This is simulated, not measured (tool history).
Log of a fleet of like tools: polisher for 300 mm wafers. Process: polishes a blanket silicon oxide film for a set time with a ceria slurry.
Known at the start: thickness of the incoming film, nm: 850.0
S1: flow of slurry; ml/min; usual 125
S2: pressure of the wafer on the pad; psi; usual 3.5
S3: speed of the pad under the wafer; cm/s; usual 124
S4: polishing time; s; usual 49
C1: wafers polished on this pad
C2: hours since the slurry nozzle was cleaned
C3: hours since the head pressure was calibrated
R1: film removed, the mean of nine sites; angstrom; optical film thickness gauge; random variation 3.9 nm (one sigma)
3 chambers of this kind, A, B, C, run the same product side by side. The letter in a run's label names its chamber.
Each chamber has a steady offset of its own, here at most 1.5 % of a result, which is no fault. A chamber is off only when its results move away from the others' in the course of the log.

{"day": 0.212, "done": "chamber A: worn pad replaced by a new one"}
{"run": "1C", "day": 0.621, "S1": 125, "S2": 3.5, "S3": 124, "S4": 49, "C1": 629, "C2": 24.9, "C3": 419.4, "R1": 3379}
{"run": "2B", "day": 1.079, "S1": 125, "S2": 3.5, "S3": 124, "S4": 49, "C1": 487, "C2": 306.2, "C3": 111.1, "R1": 3388.4}
{"day": 1.329, "done": "chamber B: worn pad replaced by a new one"}
{"run": "3A", "day": 1.638, "S1": 125, "S2": 3.5, "S3": 124, "S4": 49, "C1": 390, "C2": 289.7, "C3": 714.7, "R1": 3408.1}
{"run": "4A", "day": 2.117, "S1": 125, "S2": 3.5, "S3": 124, "S4": 49, "C1": 521, "C2": 301.2, "C3": 726.2, "R1": 3452}
{"day": 2.358, "done": "chamber C: worn pad replaced by a new one"}
{"run": "5B", "day": 2.55, "S1": 125, "S2": 3.5, "S3": 124, "S4": 49, "C1": 334, "C2": 341.5, "C3": 146.4, "R1": 3402.2}
{"run": "6C", "day": 2.942, "S1": 125, "S2": 3.5, "S3": 124, "S4": 54, "C1": 159, "C2": 80.6, "C3": 475.1, "R1": 3832.7}
{"day": 3.354, "done": "chamber B: worn pad replaced by a new one"}
{"run": "7C", "day": 3.475, "S1": 125, "S2": 3.5, "S3": 124, "S4": 54, "C1": 305, "C2": 93.4, "C3": 487.9, "R1": 3768.3}
{"run": "8A", "day": 3.888, "S1": 125, "S2": 3.5, "S3": 124, "S4": 54, "C1": 1004, "C2": 343.7, "C3": 768.7, "R1": 3792.7}
{"run": "9B", "day": 4.404, "S1": 125, "S2": 3.5, "S3": 124, "S4": 49, "C1": 286, "C2": 386, "C3": 190.9, "R1": 3403.7}
{"day": 5.012, "done": "chamber A: worn pad replaced by a new one"}
{"run": "10C", "day": 5.029, "S1": 125, "S2": 3.5, "S3": 124, "S4": 49, "C1": 729, "C2": 130.7, "C3": 525.2, "R1": 3453.8}
{"run": "11B", "day": 5.596, "S1": 125, "S2": 3.5, "S3": 124, "S4": 49, "C1": 612, "C2": 414.6, "C3": 219.5, "R1": 3437}
{"day": 5.608, "done": "chamber B: worn pad replaced by a new one"}
{"day": 5.95, "done": "chamber C: worn pad replaced by a new one"}
{"run": "12A", "day": 6.088, "S1": 125, "S2": 3.5, "S3": 142, "S4": 42, "C1": 293, "C2": 396.5, "C3": 821.5, "R1": 3415.9}
{"run": "13B", "day": 6.488, "S1": 125, "S2": 3.5, "S3": 142, "S4": 42, "C1": 240, "C2": 436, "C3": 240.9, "R1": 3342.8}
{"run": "14C", "day": 6.912, "S1": 125, "S2": 3.5, "S3": 142, "S4": 42, "C1": 263, "C2": 175.9, "C3": 570.4, "R1": 3340}
{"run": "15A", "day": 7.271, "S1": 125, "S2": 3.5, "S3": 124, "S4": 49, "C1": 617, "C2": 424.9, "C3": 849.9, "R1": 3502.2}
{"day": 7.479, "done": "chamber B: worn pad replaced by a new one"}
{"run": "16C", "day": 7.867, "S1": 125, "S2": 3.5, "S3": 124, "S4": 49, "C1": 524, "C2": 198.8, "C3": 593.3, "R1": 3458.6}
{"run": "17B", "day": 8.492, "S1": 125, "S2": 3.5, "S3": 124, "S4": 49, "C1": 277, "C2": 484.1, "C3": 289, "R1": 3398.7}
{"run": "18A", "day": 8.933, "S1": 125, "S2": 3.5, "S3": 124, "S4": 58, "C1": 1071, "C2": 464.8, "C3": 889.8, "R1": 4241.5}
{"day": 9.138, "done": "chamber B: slurry nozzle cleaned"}
{"run": "19A", "day": 9.288, "S1": 125, "S2": 3.5, "S3": 124, "S4": 58, "C1": 1168, "C2": 473.3, "C3": 898.3, "R1": 4246}
{"day": 9.383, "done": "chamber B: worn pad replaced by a new one"}
{"day": 9.442, "done": "chamber C: worn pad replaced by a new one"}
{"run": "20B", "day": 9.783, "S1": 125, "S2": 3.5, "S3": 124, "S4": 58, "C1": 110, "C2": 15.5, "C3": 320, "R1": 4116.3}
{"run": "21C", "day": 10.4, "S1": 125, "S2": 3.5, "S3": 124, "S4": 49, "C1": 262, "C2": 259.6, "C3": 654.1, "R1": 3420.5}
{"run": "22C", "day": 10.75, "S1": 125, "S2": 3.5, "S3": 124, "S4": 49, "C1": 357, "C2": 268, "C3": 662.5, "R1": 3387.1}

All 3 chambers run these settings next. Forecast each chamber's results:
{"run": "23A", "day": 11.208, "S1": 125, "S2": 3.5, "S3": 124, "S4": 49, "R1": "?"}
{"run": "23B", "day": 11.208, "S1": 125, "S2": 3.5, "S3": 124, "S4": 49, "R1": "?"}
{"run": "23C", "day": 11.208, "S1": 125, "S2": 3.5, "S3": 124, "S4": 49, "R1": "?"}

run=23A R1=3613.9
run=23B R1=3485.6
run=23C R1=3419.5

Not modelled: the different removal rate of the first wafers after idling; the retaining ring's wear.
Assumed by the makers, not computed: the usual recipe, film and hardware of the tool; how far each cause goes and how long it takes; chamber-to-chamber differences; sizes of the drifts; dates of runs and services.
